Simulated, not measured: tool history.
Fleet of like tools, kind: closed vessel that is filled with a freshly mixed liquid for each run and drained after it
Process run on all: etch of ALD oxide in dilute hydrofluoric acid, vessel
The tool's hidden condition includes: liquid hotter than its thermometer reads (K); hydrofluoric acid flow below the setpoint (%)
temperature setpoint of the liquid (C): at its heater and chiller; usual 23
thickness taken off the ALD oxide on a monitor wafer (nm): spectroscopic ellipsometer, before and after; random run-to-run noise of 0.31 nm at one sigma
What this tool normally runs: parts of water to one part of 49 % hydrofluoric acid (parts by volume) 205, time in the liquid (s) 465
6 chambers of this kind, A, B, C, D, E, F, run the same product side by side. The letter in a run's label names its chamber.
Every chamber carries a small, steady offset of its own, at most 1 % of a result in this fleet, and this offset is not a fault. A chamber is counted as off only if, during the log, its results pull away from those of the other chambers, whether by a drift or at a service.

| run | hour | temperature setpoint of the liquid (C) | parts of water to one part of 49 % hydrofluoric acid (parts by volume) | time in the liquid (s) | hours since the thermometer was replaced | hours since the hydrofluoric acid flow meter was replaced | read-back film thickness of the ALD oxide reference wafer, read on the same gauge (nm) | thickness taken off the ALD oxide on a monitor wafer (nm) |
|---|---|---|---|---|---|---|---|---|
| 1A | 13.2 | 23 | 205 | 465 | 515.3 | 209.5 | 150.04 | 36.826 |
| 2B | 21.7 | 23 | 205 | 465 | 103.3 | 290.9 | 149.99 | 36.531 |
| 3C | 29.7 | 23 | 205 | 465 | 1068 | 449.2 | 150.02 | 36.853 |
| 4F | 41.7 | 23 | 205 | 465 | 172.4 | 923.8 | 149.98 | 36.553 |
| 5E | 48.6 | 23 | 205 | 465 | 73.7 | 350.2 | 149.99 | 36.293 |
| 6D | 60.7 | 23 | 205 | 465 | 1121.7 | 1194 | 150 | 36.669 |
| 7B | 68.6 | 23 | 205 | 465 | 150.2 | 337.8 | 150.02 | 36.389 |
| 8A | 76.1 | 23 | 205 | 465 | 578.2 | 272.4 | 149.99 | 36.097 |
| 9E | 89.6 | 23 | 205 | 465 | 114.7 | 391.2 | 150.01 | 37.358 |
| 10F | 98.4 | 23 | 205 | 465 | 229.1 | 980.5 | 150.01 | 36.841 |
| 11D | 108.9 | 23 | 205 | 465 | 1169.9 | 1242.2 | 150 | 37.511 |
| 12C | 116.5 | 23 | 205 | 465 | 1154.8 | 536 | 150.01 | 36.66 |
| 13A | 129.7 | 23 | 205 | 465 | 631.8 | 326 | 150.01 | 36.021 |
| 14D | 142 | 23 | 205 | 465 | 1203 | 1275.3 | 149.97 | 36.661 |
| 15C | 149 | 23 | 205 | 465 | 1187.3 | 568.5 | 150 | 35.978 |
| 16F | 155.9 | 23 | 205 | 465 | 286.6 | 1038 | 150.02 | 36.521 |
| 17E | 162.3 | 23 | 205 | 465 | 187.4 | 463.9 | 150.02 | 36.941 |
| 18B | 170.3 | 23 | 205 | 465 | 251.9 | 439.5 | 150.02 | 36.239 |
| 19C | 182.2 | 23 | 120 | 465 | 1220.5 | 601.7 | 149.98 | 66.916 |
| 20D | 191.4 | 23 | 120 | 465 | 1252.4 | 1324.7 | 150.01 | 67.355 |
| 21B | 203.6 | 23 | 120 | 465 | 285.2 | 472.8 | 150.04 | 66.929 |
| 22F | 210.9 | 23 | 120 | 465 | 341.6 | 1093 | 149.99 | 69.351 |
| 23A | 224.2 | 23 | 120 | 465 | 726.3 | 420.5 | 150.01 | 67.89 |
| 24E | 231.7 | 23 | 120 | 465 | 256.8 | 533.3 | 150.02 | 67.263 |
| 25D | 241.8 | 23 | 205 | 465 | 1302.8 | 1375.1 | 150.02 | 36.302 |
| 26C | 255.5 | 23 | 205 | 465 | 1293.8 | 675 | 150 | 35.673 |
| 27F | 262.7 | 23 | 205 | 465 | 393.4 | 1144.8 | 150.02 | 35.657 |
| 28A | 273.4 | 25 | 205 | 320 | 775.5 | 469.7 | 150 | 26.712 |
| 29B | 286.8 | 25 | 205 | 320 | 368.4 | 556 | 150 | 26.976 |
| 30E | 299 | 25 | 205 | 320 | 324.1 | 600.6 | 149.99 | 27.09 |
| 31C | 310.4 | 25 | 205 | 320 | 1348.7 | 729.9 | 150.01 | 26.271 |
| 32B | 318.2 | 25 | 205 | 320 | 399.8 | 587.4 | 150 | 26.673 |
| 33E | 327.5 | 25 | 205 | 320 | 352.6 | 629.1 | 150.01 | 26.81 |
| 34D | 336.8 | 23 | 205 | 465 | 1397.8 | 1470.1 | 149.97 | 36.649 |
| 35F | 349.6 | 23 | 205 | 465 | 480.3 | 1231.7 | 149.97 | 36.02 |
| 36A | 356.4 | 23 | 205 | 465 | 858.5 | 552.7 | 149.99 | 36.301 |
| 37C | 369.8 | 23 | 205 | 465 | 1408.1 | 789.3 | 150 | 34.801 |
| 38E | 379.5 | 23 | 205 | 465 | 404.6 | 681.1 | 149.99 | 36.474 |
| 39B | 386.9 | 23 | 205 | 465 | 468.5 | 656.1 | 150.02 | 36.475 |

The same settings go to every chamber for the next run, one line per chamber below. Forecast the results for each:
| 40A | 396.8 | 23 | 205 | 305 |  |  |  | ? |
| 40B | 396.8 | 23 | 205 | 305 |  |  |  | ? |
| 40C | 396.8 | 23 | 205 | 305 |  |  |  | ? |
| 40D | 396.8 | 23 | 205 | 305 |  |  |  | ? |
| 40E | 396.8 | 23 | 205 | 305 |  |  |  | ? |
| 40F | 396.8 | 23 | 205 | 305 |  |  |  | ? |

| run | thickness taken off the ALD oxide on a monitor wafer (nm) |
|---|---|
| 40A | 23.929 |
| 40B | 23.73 |
| 40C | 22.28 |
| 40D | 24.088 |
| 40E | 24.349 |
| 40F | 23.936 |

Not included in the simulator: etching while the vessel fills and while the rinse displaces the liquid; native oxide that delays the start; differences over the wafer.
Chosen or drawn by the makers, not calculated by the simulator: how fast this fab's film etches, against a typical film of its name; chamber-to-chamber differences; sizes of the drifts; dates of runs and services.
